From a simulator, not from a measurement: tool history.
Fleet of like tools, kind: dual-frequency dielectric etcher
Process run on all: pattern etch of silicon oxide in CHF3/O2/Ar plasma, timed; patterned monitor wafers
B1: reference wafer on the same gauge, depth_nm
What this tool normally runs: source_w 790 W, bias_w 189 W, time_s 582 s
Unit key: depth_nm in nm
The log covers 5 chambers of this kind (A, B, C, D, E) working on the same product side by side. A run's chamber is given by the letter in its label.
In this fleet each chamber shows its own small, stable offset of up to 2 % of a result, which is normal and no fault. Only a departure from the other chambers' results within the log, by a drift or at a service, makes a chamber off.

run 1D hour=13.5 | source_w=790 bias_w=189 time_s=582 | B1=1370.2 | depth_nm=1296.8
run 2B hour=23.1 | source_w=790 bias_w=189 time_s=582 | B1=1370.1 | depth_nm=1274
run 3E hour=33.3 | source_w=790 bias_w=189 time_s=582 | B1=1371.4 | depth_nm=1293.9
-- hour=34.8 chamber C: source power generator calibrated
run 4C hour=46.8 | source_w=790 bias_w=189 time_s=582 | B1=1371 | depth_nm=1309
run 5A hour=56.7 | source_w=790 bias_w=189 time_s=582 | B1=1370.5 | depth_nm=1297.3
run 6E hour=72.3 | source_w=790 bias_w=189 time_s=582 | B1=1371 | depth_nm=1296.2
run 7B hour=87.3 | source_w=790 bias_w=189 time_s=582 | B1=1371.3 | depth_nm=1275.1
run 8D hour=100.8 | source_w=790 bias_w=189 time_s=582 | B1=1371.9 | depth_nm=1298
run 9C hour=115.4 | source_w=790 bias_w=189 time_s=582 | B1=1372.5 | depth_nm=1306.8
run 10A hour=125.7 | source_w=790 bias_w=189 time_s=582 | B1=1372.9 | depth_nm=1296.9
run 11B hour=140.7 | source_w=790 bias_w=189 time_s=582 | B1=1373 | depth_nm=1278
-- hour=147 chamber C: wet clean of the chamber
run 12E hour=148.3 | source_w=790 bias_w=189 time_s=582 | B1=1373.1 | depth_nm=1298.3
run 13C hour=160.1 | source_w=790 bias_w=189 time_s=582 | B1=1373.3 | depth_nm=1310.2
-- hour=162.2 chamber D: source power generator calibrated
run 14D hour=175.4 | source_w=790 bias_w=189 time_s=582 | B1=1373.2 | depth_nm=1298.5
run 15A hour=185.6 | source_w=790 bias_w=189 time_s=582 | B1=1373.4 | depth_nm=1304
-- hour=195.6 chamber B: wet clean of the chamber
run 16C hour=196 | source_w=790 bias_w=189 time_s=582 | B1=1374.1 | depth_nm=1312
run 17B hour=208.7 | source_w=790 bias_w=189 time_s=582 | B1=1374.1 | depth_nm=1280.8
-- hour=209.2 chamber E: wet clean of the chamber
run 18D hour=220.4 | source_w=790 bias_w=189 time_s=582 | B1=1374.1 | depth_nm=1298.9
-- hour=226.8 chamber A: wet clean of the chamber
run 19E hour=230.3 | source_w=790 bias_w=189 time_s=582 | B1=1374.2 | depth_nm=1294.8
run 20A hour=243 | source_w=790 bias_w=189 time_s=582 | B1=1374.8 | depth_nm=1301.1
run 21D hour=251.1 | source_w=790 bias_w=189 time_s=582 | B1=1374.3 | depth_nm=1299.6
run 22C hour=258.6 | source_w=790 bias_w=189 time_s=582 | B1=1374.7 | depth_nm=1310.6
run 23A hour=267.2 | source_w=790 bias_w=189 time_s=582 | B1=1375.2 | depth_nm=1299.5
run 24E hour=278.4 | source_w=790 bias_w=189 time_s=582 | B1=1374.9 | depth_nm=1298.8
run 25B hour=288.3 | source_w=790 bias_w=158 time_s=752 | B1=1375 | depth_nm=1564
run 26E hour=296.7 | source_w=790 bias_w=158 time_s=752 | B1=1375.8 | depth_nm=1579.7
run 27A hour=307.2 | source_w=790 bias_w=158 time_s=752 | B1=1375.7 | depth_nm=1588.6
run 28D hour=321.1 | source_w=790 bias_w=158 time_s=752 | B1=1375.4 | depth_nm=1588.8
-- hour=328.6 chamber B: bias power generator calibrated
run 29B hour=332.8 | source_w=790 bias_w=158 time_s=752 | B1=1376.4 | depth_nm=1562
run 30C hour=347.4 | source_w=790 bias_w=214 time_s=582 | B1=1375.9 | depth_nm=1371.2
-- hour=349.3 chamber D: bias power generator calibrated
run 31D hour=358.8 | source_w=790 bias_w=214 time_s=582 | B1=1376.6 | depth_nm=1361.7
run 32E hour=369.7 | source_w=790 bias_w=214 time_s=582 | B1=1376.4 | depth_nm=1353.1
run 33B hour=382.8 | source_w=790 bias_w=214 time_s=582 | B1=1376.6 | depth_nm=1338.6
run 34A hour=389.8 | source_w=790 bias_w=214 time_s=582 | B1=1377.1 | depth_nm=1357.7
run 35C hour=402.2 | source_w=790 bias_w=189 time_s=582 | B1=1377 | depth_nm=1315.3
run 36B hour=411.4 | source_w=790 bias_w=189 time_s=582 | B1=1377.6 | depth_nm=1283.5
run 37A hour=425.8 | source_w=790 bias_w=189 time_s=582 | B1=1377.8 | depth_nm=1305.6
run 38E hour=437.7 | source_w=790 bias_w=189 time_s=582 | B1=1377.6 | depth_nm=1300.4
run 39C hour=445.9 | source_w=790 bias_w=189 time_s=582 | B1=1377.7 | depth_nm=1317.1

Next, every chamber runs the same settings. What will each give?
run 40A hour=457.1 | source_w=790 bias_w=189 time_s=688.5 | depth_nm=?
run 40B hour=457.1 | source_w=790 bias_w=189 time_s=688.5 | depth_nm=?
run 40C hour=457.1 | source_w=790 bias_w=189 time_s=688.5 | depth_nm=?
run 40D hour=457.1 | source_w=790 bias_w=189 time_s=688.5 | depth_nm=?
run 40E hour=457.1 | source_w=790 bias_w=189 time_s=688.5 | depth_nm=?

run=40A depth_nm=1544.5
run=40B depth_nm=1517.7
run=40C depth_nm=1555.1
run=40D depth_nm=1541.9
run=40E depth_nm=1541.4
